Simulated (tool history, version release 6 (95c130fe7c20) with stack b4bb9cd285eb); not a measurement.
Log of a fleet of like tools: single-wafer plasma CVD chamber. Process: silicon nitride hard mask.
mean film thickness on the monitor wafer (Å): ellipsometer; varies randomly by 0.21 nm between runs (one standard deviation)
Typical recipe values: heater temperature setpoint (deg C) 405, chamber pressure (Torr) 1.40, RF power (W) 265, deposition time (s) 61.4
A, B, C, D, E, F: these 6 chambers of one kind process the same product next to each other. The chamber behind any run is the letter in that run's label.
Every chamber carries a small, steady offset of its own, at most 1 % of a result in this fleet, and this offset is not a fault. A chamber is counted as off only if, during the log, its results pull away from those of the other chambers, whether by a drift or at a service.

| run | hour | heater temperature setpoint (deg C) | chamber pressure (Torr) | RF power (W) | deposition time (s) | hours since the last thermocouple change | hours since the last RF generator calibration | hours since the last manometer calibration | read-back reference wafer on the same gauge, thickness_nm | mean film thickness on the monitor wafer (Å) |
|---|---|---|---|---|---|---|---|---|---|---|
| 1D | 8.9 | 405 | 1.40 | 265 | 61.4 | 31.5 | 1683.0 | 1089.9 | 73.480 | 625.45 |
| 2F | 14.1 | 405 | 1.40 | 265 | 61.4 | 1188.9 | 305.6 | 1077.5 | 73.489 | 624.75 |
|  | 16.6 | chamber E: RF generator calibrated |
| 3B | 19.9 | 405 | 1.40 | 265 | 61.4 | 338.8 | 1131.2 | 313.9 | 73.504 | 624.56 |
| 4C | 26.5 | 405 | 1.40 | 265 | 61.4 | 2115.3 | 237.6 | 991.7 | 73.511 | 621.78 |
| 5E | 34.7 | 405 | 1.40 | 265 | 61.4 | 997.2 | 18.1 | 1112.0 | 73.490 | 623.36 |
| 6A | 43.9 | 405 | 1.40 | 265 | 61.4 | 900.5 | 365.9 | 2765.1 | 73.502 | 631.39 |
| 7F | 53.5 | 405 | 1.40 | 265 | 61.4 | 1228.3 | 345.0 | 1116.9 | 73.493 | 623.75 |
| 8B | 59.3 | 405 | 1.40 | 265 | 61.4 | 378.2 | 1170.6 | 353.3 | 73.507 | 624.09 |
| 9D | 66.6 | 405 | 1.40 | 265 | 61.4 | 89.2 | 1740.7 | 1147.6 | 73.464 | 618.72 |
| 10C | 76.8 | 405 | 1.40 | 265 | 61.4 | 2165.6 | 287.9 | 1042.0 | 73.515 | 622.21 |
|  | 79.2 | chamber D: RF generator calibrated |
| 11A | 83.1 | 405 | 1.40 | 265 | 73.1 | 939.7 | 405.1 | 2804.3 | 73.558 | 749.45 |
| 12E | 88.8 | 405 | 1.40 | 265 | 73.1 | 1051.3 | 72.2 | 1166.1 | 73.490 | 745.64 |
| 13A | 99.4 | 405 | 1.40 | 265 | 73.1 | 956.0 | 421.4 | 2820.6 | 73.495 | 749.97 |
| 14D | 105.1 | 405 | 1.40 | 265 | 73.1 | 127.7 | 25.9 | 1186.1 | 73.479 | 745.07 |
|  | 109.5 | chamber C: capacitance manometer re-zeroed and calibrated |
| 15C | 110.6 | 405 | 1.40 | 265 | 73.1 | 2199.4 | 321.7 | 1.2 | 73.540 | 746.29 |
| 16B | 119.5 | 405 | 1.40 | 265 | 73.1 | 438.4 | 1230.8 | 413.5 | 73.484 | 738.81 |
| 17E | 127.2 | 405 | 1.40 | 265 | 61.4 | 1089.7 | 110.6 | 1204.5 | 73.475 | 622.78 |
|  | 128.2 | chamber B: RF generator calibrated |
| 18F | 138.0 | 405 | 1.40 | 265 | 61.4 | 1312.8 | 429.5 | 1201.4 | 73.546 | 622.92 |
| 19C | 146.2 | 405 | 1.40 | 225 | 61.4 | 2235.0 | 357.3 | 36.8 | 73.444 | 553.82 |
|  | 147.6 | chamber F: thermocouple changed; heater temperature recalibrated |
| 20F | 152.1 | 405 | 1.40 | 225 | 61.4 | 4.6 | 443.6 | 1215.5 | 73.564 | 554.70 |
| 21D | 162.5 | 405 | 1.40 | 225 | 61.4 | 185.1 | 83.3 | 1243.5 | 73.544 | 553.30 |
| 22A | 167.6 | 405 | 1.40 | 225 | 61.4 | 1024.2 | 489.6 | 2888.8 | 73.532 | 550.61 |
| 23B | 174.8 | 405 | 1.40 | 225 | 61.4 | 493.7 | 46.6 | 468.8 | 73.491 | 556.71 |
| 24E | 182.3 | 405 | 1.40 | 225 | 61.4 | 1144.8 | 165.7 | 1259.6 | 73.471 | 558.86 |
| 25A | 187.7 | 405 | 1.40 | 265 | 61.4 | 1044.3 | 509.7 | 2908.9 | 73.525 | 615.38 |
| 26E | 196.2 | 405 | 1.40 | 265 | 61.4 | 1158.7 | 179.6 | 1273.5 | 73.454 | 625.63 |
| 27C | 206.0 | 405 | 1.40 | 265 | 61.4 | 2294.8 | 417.1 | 96.6 | 73.508 | 619.82 |
| 28D | 216.4 | 405 | 1.40 | 265 | 61.4 | 239.0 | 137.2 | 1297.4 | 73.537 | 621.79 |
| 29B | 224.4 | 405 | 1.40 | 265 | 61.4 | 543.3 | 96.2 | 518.4 | 73.487 | 622.11 |
| 30F | 234.6 | 405 | 1.40 | 265 | 61.4 | 87.1 | 526.1 | 1298.0 | 73.461 | 628.31 |
| 31B | 241.8 | 405 | 1.40 | 265 | 61.4 | 560.7 | 113.6 | 535.8 | 73.528 | 622.67 |
| 32F | 248.6 | 405 | 1.40 | 265 | 61.4 | 101.1 | 540.1 | 1312.0 | 73.510 | 625.56 |
| 33E | 257.1 | 405 | 1.40 | 265 | 61.4 | 1219.6 | 240.5 | 1334.4 | 73.523 | 623.95 |
| 34C | 264.1 | 405 | 1.40 | 265 | 61.4 | 2352.9 | 475.2 | 154.7 | 73.463 | 627.57 |
| 35D | 270.5 | 405 | 1.40 | 265 | 61.4 | 293.1 | 191.3 | 1351.5 | 73.530 | 622.80 |
| 36A | 277.4 | 405 | 1.40 | 265 | 61.4 | 1134.0 | 599.4 | 2998.6 | 73.480 | 599.04 |

For the next run the whole fleet of 6 chambers uses the same settings. Give each chamber's results:
| 37A | 285.1 | 405 | 1.63 | 265 | 61.4 |  |  |  |  | ? |
| 37B | 285.1 | 405 | 1.63 | 265 | 61.4 |  |  |  |  | ? |
| 37C | 285.1 | 405 | 1.63 | 265 | 61.4 |  |  |  |  | ? |
| 37D | 285.1 | 405 | 1.63 | 265 | 61.4 |  |  |  |  | ? |
| 37E | 285.1 | 405 | 1.63 | 265 | 61.4 |  |  |  |  | ? |
| 37F | 285.1 | 405 | 1.63 | 265 | 61.4 |  |  |  |  | ? |

| run | mean film thickness on the monitor wafer (Å) |
|---|---|
| 37A | 630.78 |
| 37B | 653.91 |
| 37C | 648.57 |
| 37D | 651.66 |
| 37E | 654.19 |
| 37F | 653.52 |
